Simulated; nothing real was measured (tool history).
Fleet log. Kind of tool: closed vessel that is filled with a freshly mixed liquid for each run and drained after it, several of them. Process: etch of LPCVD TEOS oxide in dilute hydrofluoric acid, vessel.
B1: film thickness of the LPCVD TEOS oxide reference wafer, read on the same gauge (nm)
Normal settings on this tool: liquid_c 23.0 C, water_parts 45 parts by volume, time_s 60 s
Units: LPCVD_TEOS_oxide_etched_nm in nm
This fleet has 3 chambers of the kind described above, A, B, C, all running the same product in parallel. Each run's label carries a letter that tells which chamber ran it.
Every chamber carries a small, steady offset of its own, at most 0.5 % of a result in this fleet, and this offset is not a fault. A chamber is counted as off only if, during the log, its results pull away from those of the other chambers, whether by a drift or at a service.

run 1C hour=5.7 | liquid_c=23.0 water_parts=45 time_s=60 | B1=30.028 | LPCVD_TEOS_oxide_etched_nm=34.999
run 2A hour=11.5 | liquid_c=23.0 water_parts=45 time_s=60 | B1=30.030 | LPCVD_TEOS_oxide_etched_nm=35.003
run 3B hour=14.2 | liquid_c=23.0 water_parts=45 time_s=60 | B1=29.977 | LPCVD_TEOS_oxide_etched_nm=35.761
run 4A hour=19.9 | liquid_c=23.0 water_parts=45 time_s=60 | B1=29.974 | LPCVD_TEOS_oxide_etched_nm=35.167
run 5B hour=26.3 | liquid_c=23.0 water_parts=45 time_s=60 | B1=30.028 | LPCVD_TEOS_oxide_etched_nm=35.320
run 6C hour=29.7 | liquid_c=23.0 water_parts=45 time_s=60 | B1=30.015 | LPCVD_TEOS_oxide_etched_nm=35.141
run 7B hour=34.7 | liquid_c=23.0 water_parts=45 time_s=60 | B1=29.980 | LPCVD_TEOS_oxide_etched_nm=34.778
run 8A hour=39.6 | liquid_c=23.0 water_parts=45 time_s=60 | B1=30.002 | LPCVD_TEOS_oxide_etched_nm=35.453
run 9C hour=42.7 | liquid_c=23.0 water_parts=45 time_s=60 | B1=30.017 | LPCVD_TEOS_oxide_etched_nm=35.136
-- hour=44.9 chamber C: hydrofluoric acid flow meter replaced
run 10C hour=48.7 | liquid_c=23.0 water_parts=45 time_s=60 | B1=29.967 | LPCVD_TEOS_oxide_etched_nm=34.888
run 11A hour=53.1 | liquid_c=23.0 water_parts=45 time_s=60 | B1=29.992 | LPCVD_TEOS_oxide_etched_nm=34.841
run 12B hour=57.4 | liquid_c=23.0 water_parts=45 time_s=60 | B1=29.982 | LPCVD_TEOS_oxide_etched_nm=35.137
run 13A hour=63.7 | liquid_c=28.0 water_parts=30 time_s=60 | B1=29.971 | LPCVD_TEOS_oxide_etched_nm=66.745
run 14B hour=69.1 | liquid_c=28.0 water_parts=30 time_s=60 | B1=29.999 | LPCVD_TEOS_oxide_etched_nm=66.256
run 15C hour=73.0 | liquid_c=28.0 water_parts=30 time_s=60 | B1=30.010 | LPCVD_TEOS_oxide_etched_nm=65.537
run 16C hour=77.2 | liquid_c=21.5 water_parts=45 time_s=60 | B1=29.966 | LPCVD_TEOS_oxide_etched_nm=32.828
run 17B hour=82.4 | liquid_c=21.5 water_parts=45 time_s=60 | B1=30.017 | LPCVD_TEOS_oxide_etched_nm=32.951
run 18A hour=88.7 | liquid_c=21.5 water_parts=45 time_s=60 | B1=29.981 | LPCVD_TEOS_oxide_etched_nm=33.022
run 19C hour=92.2 | liquid_c=23.0 water_parts=45 time_s=60 | B1=29.967 | LPCVD_TEOS_oxide_etched_nm=34.983
run 20A hour=97.7 | liquid_c=23.0 water_parts=45 time_s=60 | B1=30.016 | LPCVD_TEOS_oxide_etched_nm=34.810
run 21B hour=103.1 | liquid_c=23.0 water_parts=45 time_s=60 | B1=30.043 | LPCVD_TEOS_oxide_etched_nm=35.011
run 22C hour=107.6 | liquid_c=23.0 water_parts=45 time_s=60 | B1=29.991 | LPCVD_TEOS_oxide_etched_nm=35.590
run 23B hour=112.8 | liquid_c=23.0 water_parts=45 time_s=60 | B1=30.017 | LPCVD_TEOS_oxide_etched_nm=35.012
run 24A hour=118.2 | liquid_c=23.0 water_parts=45 time_s=60 | B1=30.004 | LPCVD_TEOS_oxide_etched_nm=35.546
run 25A hour=124.2 | liquid_c=23.0 water_parts=45 time_s=80 | B1=29.999 | LPCVD_TEOS_oxide_etched_nm=47.442
run 26B hour=127.0 | liquid_c=23.0 water_parts=45 time_s=80 | B1=30.020 | LPCVD_TEOS_oxide_etched_nm=46.783
run 27C hour=129.8 | liquid_c=23.0 water_parts=45 time_s=80 | B1=29.996 | LPCVD_TEOS_oxide_etched_nm=46.845
run 28C hour=134.0 | liquid_c=23.0 water_parts=45 time_s=60 | B1=30.011 | LPCVD_TEOS_oxide_etched_nm=35.128
run 29A hour=137.5 | liquid_c=23.0 water_parts=45 time_s=60 | B1=29.998 | LPCVD_TEOS_oxide_etched_nm=35.134
run 30B hour=140.5 | liquid_c=23.0 water_parts=30 time_s=30 | B1=30.016 | LPCVD_TEOS_oxide_etched_nm=26.934
run 31B hour=144.8 | liquid_c=23.0 water_parts=30 time_s=30 | B1=30.007 | LPCVD_TEOS_oxide_etched_nm=27.122
run 32A hour=150.2 | liquid_c=23.0 water_parts=30 time_s=30 | B1=30.005 | LPCVD_TEOS_oxide_etched_nm=26.645
run 33C hour=156.3 | liquid_c=23.0 water_parts=45 time_s=60 | B1=30.022 | LPCVD_TEOS_oxide_etched_nm=35.110
run 34B hour=160.6 | liquid_c=23.0 water_parts=45 time_s=60 | B1=30.003 | LPCVD_TEOS_oxide_etched_nm=35.747
run 35A hour=164.6 | liquid_c=23.0 water_parts=45 time_s=35 | B1=29.985 | LPCVD_TEOS_oxide_etched_nm=20.327
run 36C hour=167.6 | liquid_c=23.0 water_parts=45 time_s=35 | B1=30.034 | LPCVD_TEOS_oxide_etched_nm=20.575
run 37B hour=171.0 | liquid_c=23.0 water_parts=45 time_s=35 | B1=29.988 | LPCVD_TEOS_oxide_etched_nm=20.485
run 38C hour=176.7 | liquid_c=23.0 water_parts=45 time_s=60 | B1=30.000 | LPCVD_TEOS_oxide_etched_nm=34.562
run 39A hour=180.2 | liquid_c=23.0 water_parts=45 time_s=60 | B1=30.011 | LPCVD_TEOS_oxide_etched_nm=35.239
run 40B hour=184.1 | liquid_c=23.0 water_parts=45 time_s=60 | B1=30.014 | LPCVD_TEOS_oxide_etched_nm=35.349

Which is it: a chamber that has drifted or been left off by a service, a gauge drift common to all chambers, or only each chamber's usual small offset? If a chamber is off, name it and its likeliest cause.

No chamber stands off beyond its own small offset, and the gauge holds steady.
